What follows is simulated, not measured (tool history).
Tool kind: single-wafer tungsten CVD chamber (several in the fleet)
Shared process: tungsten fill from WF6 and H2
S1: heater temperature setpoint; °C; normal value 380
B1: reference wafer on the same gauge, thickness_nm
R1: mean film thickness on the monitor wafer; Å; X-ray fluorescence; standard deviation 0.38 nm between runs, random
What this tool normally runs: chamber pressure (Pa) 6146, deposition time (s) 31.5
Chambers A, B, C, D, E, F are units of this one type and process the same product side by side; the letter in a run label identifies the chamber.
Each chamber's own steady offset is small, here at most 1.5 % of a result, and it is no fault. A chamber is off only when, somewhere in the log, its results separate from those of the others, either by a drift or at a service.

{"run": "1A", "hour": 6.8, "S1": 380, "chamber pressure (Pa)": 6146, "deposition time (s)": 31.5, "B1": 83.465, "R1": 759.85}
{"hour": 8.3, "done": "chamber F: capacitance manometer re-zeroed and calibrated"}
{"run": "2B", "hour": 13.4, "S1": 380, "chamber pressure (Pa)": 6146, "deposition time (s)": 31.5, "B1": 83.335, "R1": 753.7}
{"run": "3F", "hour": 19.2, "S1": 380, "chamber pressure (Pa)": 6146, "deposition time (s)": 31.5, "B1": 83.537, "R1": 771.46}
{"run": "4D", "hour": 24.9, "S1": 380, "chamber pressure (Pa)": 6146, "deposition time (s)": 31.5, "B1": 83.384, "R1": 762.07}
{"run": "5C", "hour": 31.9, "S1": 380, "chamber pressure (Pa)": 6146, "deposition time (s)": 31.5, "B1": 83.439, "R1": 763.56}
{"run": "6E", "hour": 38.0, "S1": 380, "chamber pressure (Pa)": 6146, "deposition time (s)": 31.5, "B1": 83.456, "R1": 766.76}
{"run": "7B", "hour": 41.6, "S1": 380, "chamber pressure (Pa)": 6146, "deposition time (s)": 31.5, "B1": 83.29, "R1": 759.62}
{"run": "8F", "hour": 44.7, "S1": 380, "chamber pressure (Pa)": 6146, "deposition time (s)": 31.5, "B1": 83.292, "R1": 765.11}
{"run": "9A", "hour": 51.5, "S1": 380, "chamber pressure (Pa)": 6146, "deposition time (s)": 31.5, "B1": 83.436, "R1": 761.93}
{"run": "10C", "hour": 55.2, "S1": 380, "chamber pressure (Pa)": 6146, "deposition time (s)": 31.5, "B1": 83.353, "R1": 756.46}
{"run": "11E", "hour": 60.7, "S1": 380, "chamber pressure (Pa)": 6146, "deposition time (s)": 31.5, "B1": 83.439, "R1": 769.52}
{"run": "12D", "hour": 67.0, "S1": 380, "chamber pressure (Pa)": 6146, "deposition time (s)": 31.5, "B1": 83.305, "R1": 761.86}
{"run": "13A", "hour": 73.2, "S1": 380, "chamber pressure (Pa)": 6146, "deposition time (s)": 31.5, "B1": 83.291, "R1": 763.72}
{"run": "14B", "hour": 76.8, "S1": 380, "chamber pressure (Pa)": 6146, "deposition time (s)": 31.5, "B1": 83.442, "R1": 746.57}
{"run": "15E", "hour": 81.1, "S1": 380, "chamber pressure (Pa)": 6146, "deposition time (s)": 31.5, "B1": 83.395, "R1": 763.15}
{"run": "16F", "hour": 87.3, "S1": 380, "chamber pressure (Pa)": 6146, "deposition time (s)": 31.5, "B1": 83.429, "R1": 781.81}
{"run": "17C", "hour": 92.6, "S1": 380, "chamber pressure (Pa)": 6146, "deposition time (s)": 31.5, "B1": 83.392, "R1": 754.97}
{"run": "18D", "hour": 96.8, "S1": 380, "chamber pressure (Pa)": 6146, "deposition time (s)": 31.5, "B1": 83.327, "R1": 758.41}
{"run": "19A", "hour": 103.6, "S1": 380, "chamber pressure (Pa)": 6146, "deposition time (s)": 31.5, "B1": 83.452, "R1": 764.6}
{"run": "20F", "hour": 109.4, "S1": 380, "chamber pressure (Pa)": 6146, "deposition time (s)": 31.5, "B1": 83.423, "R1": 783.48}
{"run": "21C", "hour": 115.2, "S1": 380, "chamber pressure (Pa)": 6146, "deposition time (s)": 31.5, "B1": 83.424, "R1": 758.74}
{"run": "22E", "hour": 118.6, "S1": 380, "chamber pressure (Pa)": 6146, "deposition time (s)": 31.5, "B1": 83.437, "R1": 764.07}
{"run": "23D", "hour": 125.4, "S1": 380, "chamber pressure (Pa)": 6146, "deposition time (s)": 31.5, "B1": 83.482, "R1": 759.27}
{"run": "24B", "hour": 131.8, "S1": 380, "chamber pressure (Pa)": 6146, "deposition time (s)": 31.5, "B1": 83.48, "R1": 748.83}
{"run": "25A", "hour": 138.4, "S1": 373, "chamber pressure (Pa)": 6146, "deposition time (s)": 31.5, "B1": 83.377, "R1": 663.61}
{"run": "26B", "hour": 145.4, "S1": 373, "chamber pressure (Pa)": 6146, "deposition time (s)": 31.5, "B1": 83.44, "R1": 654.68}
{"run": "27C", "hour": 148.6, "S1": 373, "chamber pressure (Pa)": 6146, "deposition time (s)": 31.5, "B1": 83.429, "R1": 653.94}
{"hour": 149.0, "done": "chamber E: thermocouple changed; heater temperature recalibrated"}
{"run": "28D", "hour": 151.7, "S1": 373, "chamber pressure (Pa)": 6146, "deposition time (s)": 31.5, "B1": 83.319, "R1": 658.32}
{"run": "29E", "hour": 155.1, "S1": 373, "chamber pressure (Pa)": 6146, "deposition time (s)": 31.5, "B1": 83.323, "R1": 663.52}
{"run": "30F", "hour": 158.8, "S1": 373, "chamber pressure (Pa)": 6146, "deposition time (s)": 31.5, "B1": 83.458, "R1": 695.99}
{"run": "31D", "hour": 165.5, "S1": 380, "chamber pressure (Pa)": 6839, "deposition time (s)": 28.7, "B1": 83.361, "R1": 722.63}
{"run": "32B", "hour": 171.7, "S1": 380, "chamber pressure (Pa)": 6839, "deposition time (s)": 28.7, "B1": 83.328, "R1": 721.84}
{"run": "33A", "hour": 176.5, "S1": 380, "chamber pressure (Pa)": 6839, "deposition time (s)": 28.7, "B1": 83.461, "R1": 724.31}
{"run": "34F", "hour": 183.4, "S1": 380, "chamber pressure (Pa)": 6839, "deposition time (s)": 28.7, "B1": 83.428, "R1": 766.36}
{"run": "35C", "hour": 187.0, "S1": 380, "chamber pressure (Pa)": 6839, "deposition time (s)": 28.7, "B1": 83.406, "R1": 726.66}
{"run": "36E", "hour": 192.1, "S1": 380, "chamber pressure (Pa)": 6839, "deposition time (s)": 28.7, "B1": 83.431, "R1": 739.16}
{"run": "37C", "hour": 197.3, "S1": 380, "chamber pressure (Pa)": 6146, "deposition time (s)": 31.5, "B1": 83.442, "R1": 755.09}
{"run": "38D", "hour": 202.4, "S1": 380, "chamber pressure (Pa)": 6146, "deposition time (s)": 31.5, "B1": 83.384, "R1": 765.98}
{"run": "39B", "hour": 205.4, "S1": 380, "chamber pressure (Pa)": 6146, "deposition time (s)": 31.5, "B1": 83.43, "R1": 748.1}
{"run": "40F", "hour": 210.0, "S1": 380, "chamber pressure (Pa)": 6146, "deposition time (s)": 31.5, "B1": 83.475, "R1": 805.73}
{"run": "41E", "hour": 216.1, "S1": 380, "chamber pressure (Pa)": 6786, "deposition time (s)": 36.9, "B1": 83.301, "R1": 940.49}
{"run": "42A", "hour": 221.8, "S1": 380, "chamber pressure (Pa)": 6786, "deposition time (s)": 36.9, "B1": 83.312, "R1": 939.58}

Predict what each chamber gives when all 6 of them run the settings below next.
{"run": "43A", "hour": 226.8, "S1": 365, "chamber pressure (Pa)": 6146, "deposition time (s)": 31.5, "R1": "?"}
{"run": "43B", "hour": 226.8, "S1": 365, "chamber pressure (Pa)": 6146, "deposition time (s)": 31.5, "R1": "?"}
{"run": "43C", "hour": 226.8, "S1": 365, "chamber pressure (Pa)": 6146, "deposition time (s)": 31.5, "R1": "?"}
{"run": "43D", "hour": 226.8, "S1": 365, "chamber pressure (Pa)": 6146, "deposition time (s)": 31.5, "R1": "?"}
{"run": "43E", "hour": 226.8, "S1": 365, "chamber pressure (Pa)": 6146, "deposition time (s)": 31.5, "R1": "?"}
{"run": "43F", "hour": 226.8, "S1": 365, "chamber pressure (Pa)": 6146, "deposition time (s)": 31.5, "R1": "?"}

run=43A R1=555.80
run=43B R1=551.16
run=43C R1=549.63
run=43D R1=560.19
run=43E R1=559.52
run=43F R1=594.97

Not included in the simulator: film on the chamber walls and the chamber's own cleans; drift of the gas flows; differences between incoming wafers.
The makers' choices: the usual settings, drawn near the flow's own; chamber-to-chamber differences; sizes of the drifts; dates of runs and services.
